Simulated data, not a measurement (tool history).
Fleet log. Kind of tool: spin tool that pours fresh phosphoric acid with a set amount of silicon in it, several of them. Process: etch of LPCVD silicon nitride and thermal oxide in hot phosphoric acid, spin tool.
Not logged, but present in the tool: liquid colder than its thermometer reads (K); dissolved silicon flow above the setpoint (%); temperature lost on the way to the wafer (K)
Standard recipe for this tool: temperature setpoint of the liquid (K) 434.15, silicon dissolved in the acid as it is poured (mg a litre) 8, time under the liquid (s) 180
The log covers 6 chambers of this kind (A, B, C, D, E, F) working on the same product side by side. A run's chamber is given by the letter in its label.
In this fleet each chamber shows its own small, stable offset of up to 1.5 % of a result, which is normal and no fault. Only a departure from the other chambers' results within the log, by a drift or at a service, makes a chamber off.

run,hour,temperature setpoint of the liquid (K),silicon dissolved in the acid as it is poured (mg a litre),time under the liquid (s),hours since the thermometer was replaced,hours since the dissolved silicon flow meter was replaced,hours since the heated supply line was repaired,"read-back film thickness of the LPCVD silicon nitride reference wafer, read on the same gauge (nm)","read-back film thickness of the thermal oxide reference wafer, read on the same gauge (nm)",thickness taken off the LPCVD silicon nitride on a monitor wafer (angstrom),thickness taken off the thermal oxide on a monitor wafer (angstrom)
1A,4.1,434.15,8,180,1419.6,310.3,1085.4,129.99,90.024,177.95,4.7106
2C,7.8,434.15,8,180,2416.4,471.8,831.7,129.97,89.966,179.09,4.7689
3F,10.2,434.15,8,180,1730.1,652.9,905.1,130.01,89.958,177.38,4.4613
4E,15.3,434.15,8,180,241.4,296.5,615.3,129.96,89.941,180.63,4.659
5D,18.3,434.15,8,180,274.7,674.2,724.7,130.02,90.021,174.52,4.7149
6B,22.3,434.15,8,180,1062.2,884.9,617.1,129.99,90.014,175.24,4.5228
7B,26.9,434.15,8,180,1066.8,889.5,621.7,130,90.03,174.8,4.5363
8A,29.6,434.15,8,180,1445.1,335.8,1110.9,129.99,90.004,174.78,4.5182
# hour 32.8: chamber A: heated supply line repaired
9E,32.8,434.15,8,180,258.9,314,632.8,130.03,90.024,175.23,4.5888
10C,36.1,434.15,8,180,2444.7,500.1,860,130,90.014,173.49,4.8224
# hour 37.3: chamber D: dissolved silicon flow meter replaced
11D,39.5,434.15,8,180,295.9,2.3,745.9,130.01,89.945,175.39,4.9269
# hour 40.1: chamber F: thermometer replaced
12F,44.2,434.15,8,180,4.1,686.9,939.1,129.99,90.044,173.82,4.4202
13E,47.1,434.15,8,180,273.2,328.3,647.1,130.02,90.014,173.7,4.9537
14B,52.1,434.15,8,180,1092,914.7,646.9,130.02,90.022,179.09,4.4775
15C,55.8,434.15,8,180,2464.4,519.8,879.7,129.98,89.983,176.7,4.5028
16F,58.9,434.15,8,180,18.8,701.6,953.8,129.95,89.99,174.58,4.8698
17D,63.2,434.15,8,180,319.6,26,769.6,130.04,90.011,172.34,4.4917
18A,66.4,434.15,3.5,180,1481.9,372.6,33.7,130,90.024,179.07,5.2637
19D,70.4,434.15,3.5,180,326.8,33.2,776.8,129.98,90.031,171.09,5.2575
20B,73.6,434.15,3.5,180,1113.5,936.2,668.4,129.99,90.024,177.58,5.0558
21C,76,434.15,3.5,180,2484.6,540,899.9,130.02,89.977,174.54,5.5886
22A,80.2,434.15,3.5,180,1495.7,386.4,47.5,129.98,90.006,176.12,5.4262
23E,84.7,434.15,3.5,180,310.8,365.9,684.7,130,90.008,176.2,4.7716
24F,87.9,436.15,8,255,47.8,730.6,982.8,129.99,89.977,264.36,7.9279
25F,92.8,436.15,8,255,52.7,735.5,987.7,130.04,90.031,263.31,7.5856
26E,95.6,436.15,8,255,321.7,376.8,695.6,129.95,89.969,270.48,7.2754
27A,98.5,436.15,8,255,1514,404.7,65.8,129.99,90.042,266.54,7.5081
28C,101.7,436.15,8,255,2510.3,565.7,925.6,130.01,90,265.02,7.778
29D,104.5,436.15,8,255,360.9,67.3,810.9,129.99,90.062,263.62,7.0871
30B,107.5,434.15,8,180,1147.4,970.1,702.3,129.98,90.026,177.67,4.8059
31A,109.9,434.15,8,180,1525.4,416.1,77.2,130.03,89.984,171.08,4.5366
32C,112.7,434.15,8,180,2521.3,576.7,936.6,130.02,90.014,177.63,4.838
33F,115.9,434.15,8,180,75.8,758.6,1010.8,129.98,89.977,173.9,4.7651
34B,119.6,434.15,8,180,1159.5,982.2,714.4,129.96,89.979,178.58,4.454
35D,123.3,434.15,8,180,379.7,86.1,829.7,130.01,90.005,175.12,4.6233
36E,127.1,434.15,13,180,353.2,408.3,727.1,129.96,89.973,177.93,4.2741
37B,130.6,434.15,13,180,1170.5,993.2,725.4,130.01,89.996,175.87,3.9012

Each of the 6 chambers runs these same settings next. Fill in every chamber's results:
38A,134.3,434.15,8,180,,,,,,?,?
38B,134.3,434.15,8,180,,,,,,?,?
38C,134.3,434.15,8,180,,,,,,?,?
38D,134.3,434.15,8,180,,,,,,?,?
38E,134.3,434.15,8,180,,,,,,?,?
38F,134.3,434.15,8,180,,,,,,?,?

run,thickness taken off the LPCVD silicon nitride on a monitor wafer (angstrom),thickness taken off the thermal oxide on a monitor wafer (angstrom)
38A,174.04,4.3255
38B,180.18,4.8872
38C,176.24,4.7896
38D,173.32,5.1054
38E,175.67,4.5366
38F,173.6,4.6521
